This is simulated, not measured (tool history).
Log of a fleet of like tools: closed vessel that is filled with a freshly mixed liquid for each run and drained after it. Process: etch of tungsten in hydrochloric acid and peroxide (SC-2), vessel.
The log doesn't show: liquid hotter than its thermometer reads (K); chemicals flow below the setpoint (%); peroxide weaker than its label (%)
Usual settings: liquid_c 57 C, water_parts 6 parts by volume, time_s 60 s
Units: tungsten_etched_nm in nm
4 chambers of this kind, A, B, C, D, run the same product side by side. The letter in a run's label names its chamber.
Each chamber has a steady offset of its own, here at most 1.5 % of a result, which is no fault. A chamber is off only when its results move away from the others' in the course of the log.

| run | day | liquid_c | water_parts | time_s | hours since the thermometer was replaced | hours since the chemicals flow meter was replaced | hours since the drum of peroxide was connected | read-back film thickness of the tungsten reference wafer, read on the same gauge (nm) | tungsten_etched_nm |
|---|---|---|---|---|---|---|---|---|---|
| 1A | 0.408 | 57 | 6 | 60 | 1628.6 | 1192.6 | 1111.2 | 79.978 | 23.938 |
| 2C | 1.000 | 57 | 6 | 60 | 162.2 | 216.3 | 929.1 | 80.030 | 24.077 |
| 3D | 1.271 | 57 | 6 | 60 | 518.6 | 226.5 | 165.7 | 80.035 | 24.140 |
| 4B | 1.738 | 57 | 6 | 60 | 80.9 | 496.4 | 1037.1 | 79.982 | 24.227 |
|  | 1.817 | chamber B: new drum of peroxide connected |
| 5C | 2.050 | 57 | 6 | 60 | 187.4 | 241.5 | 954.3 | 79.959 | 24.217 |
| 6D | 2.338 | 53 | 6 | 45 | 544.2 | 252.1 | 191.3 | 80.040 | 13.930 |
| 7B | 2.879 | 53 | 6 | 45 | 108.3 | 523.8 | 25.6 | 80.005 | 14.170 |
| 8A | 3.233 | 53 | 6 | 45 | 1696.4 | 1260.4 | 1179.0 | 79.988 | 13.889 |
| 9A | 3.662 | 53 | 6 | 45 | 1706.7 | 1270.7 | 1189.3 | 80.013 | 13.898 |
| 10C | 4.133 | 57 | 6 | 60 | 237.4 | 291.5 | 1004.3 | 80.022 | 24.110 |
| 11B | 4.504 | 57 | 6 | 60 | 147.3 | 562.8 | 64.6 | 80.002 | 24.253 |
|  | 5.000 | chamber D: thermometer replaced |
| 12D | 5.067 | 57 | 6 | 60 | 1.7 | 317.6 | 256.8 | 80.000 | 24.282 |
| 13B | 5.562 | 57 | 6 | 60 | 172.7 | 588.2 | 90.0 | 80.019 | 23.991 |
| 14A | 5.958 | 57 | 6 | 60 | 1761.8 | 1325.8 | 1244.4 | 80.000 | 23.886 |
| 15C | 6.542 | 57 | 6 | 60 | 295.2 | 349.3 | 1062.1 | 80.001 | 23.961 |
| 16D | 7.017 | 57 | 6 | 60 | 48.5 | 364.4 | 303.6 | 79.965 | 24.345 |
| 17B | 7.612 | 54 | 6 | 60 | 221.9 | 637.4 | 139.2 | 80.002 | 19.832 |
| 18C | 8.021 | 54 | 6 | 60 | 330.7 | 384.8 | 1097.6 | 80.010 | 19.965 |
| 19D | 8.458 | 54 | 6 | 60 | 83.1 | 399.0 | 338.2 | 79.988 | 19.990 |
| 20A | 8.767 | 54 | 6 | 60 | 1829.2 | 1393.2 | 1311.8 | 79.992 | 19.831 |
| 21C | 9.221 | 57 | 6 | 60 | 359.5 | 413.6 | 1126.4 | 79.993 | 24.115 |
|  | 9.333 | chamber A: new drum of peroxide connected |
| 22D | 9.679 | 57 | 6 | 60 | 112.4 | 428.3 | 367.5 | 80.011 | 24.312 |
| 23A | 10.000 | 57 | 6 | 40 | 1858.8 | 1422.8 | 16.1 | 79.974 | 15.943 |
| 24B | 10.296 | 57 | 6 | 40 | 286.3 | 701.8 | 203.6 | 79.990 | 15.633 |
| 25B | 10.704 | 57 | 6 | 40 | 296.1 | 711.6 | 213.4 | 80.028 | 15.546 |
| 26C | 11.029 | 57 | 6 | 40 | 402.9 | 457.0 | 1169.8 | 80.018 | 16.140 |
| 27A | 11.467 | 57 | 6 | 60 | 1894.0 | 1458.0 | 51.3 | 79.949 | 24.231 |
| 28D | 11.879 | 57 | 6 | 60 | 165.2 | 481.1 | 420.3 | 80.008 | 24.062 |
|  | 12.067 | chamber A: chemicals flow meter replaced |
| 29C | 12.454 | 57 | 6 | 60 | 437.1 | 491.2 | 1204.0 | 79.957 | 24.411 |
| 30D | 12.779 | 57 | 6 | 60 | 186.8 | 502.7 | 441.9 | 79.982 | 24.058 |
| 31A | 13.192 | 57 | 6 | 60 | 1935.4 | 27.0 | 92.7 | 79.993 | 24.048 |
|  | 13.538 | chamber C: new drum of peroxide connected |
| 32B | 13.783 | 57 | 6 | 60 | 370.0 | 785.5 | 287.3 | 80.013 | 22.718 |
| 33D | 14.304 | 57 | 6 | 60 | 223.4 | 539.3 | 478.5 | 80.000 | 24.269 |
| 34C | 14.788 | 57 | 6 | 60 | 493.1 | 547.2 | 30.1 | 79.990 | 24.026 |
| 35B | 15.221 | 57 | 6 | 60 | 404.5 | 820.0 | 321.8 | 80.009 | 22.683 |

Next, every chamber runs the same settings. What will each give?
| 36A | 15.650 | 60 | 6 | 60 |  |  |  |  | ? |
| 36B | 15.650 | 60 | 6 | 60 |  |  |  |  | ? |
| 36C | 15.650 | 60 | 6 | 60 |  |  |  |  | ? |
| 36D | 15.650 | 60 | 6 | 60 |  |  |  |  | ? |

| run | tungsten_etched_nm |
|---|---|
| 36A | 29.586 |
| 36B | 27.179 |
| 36C | 29.298 |
| 36D | 29.252 |
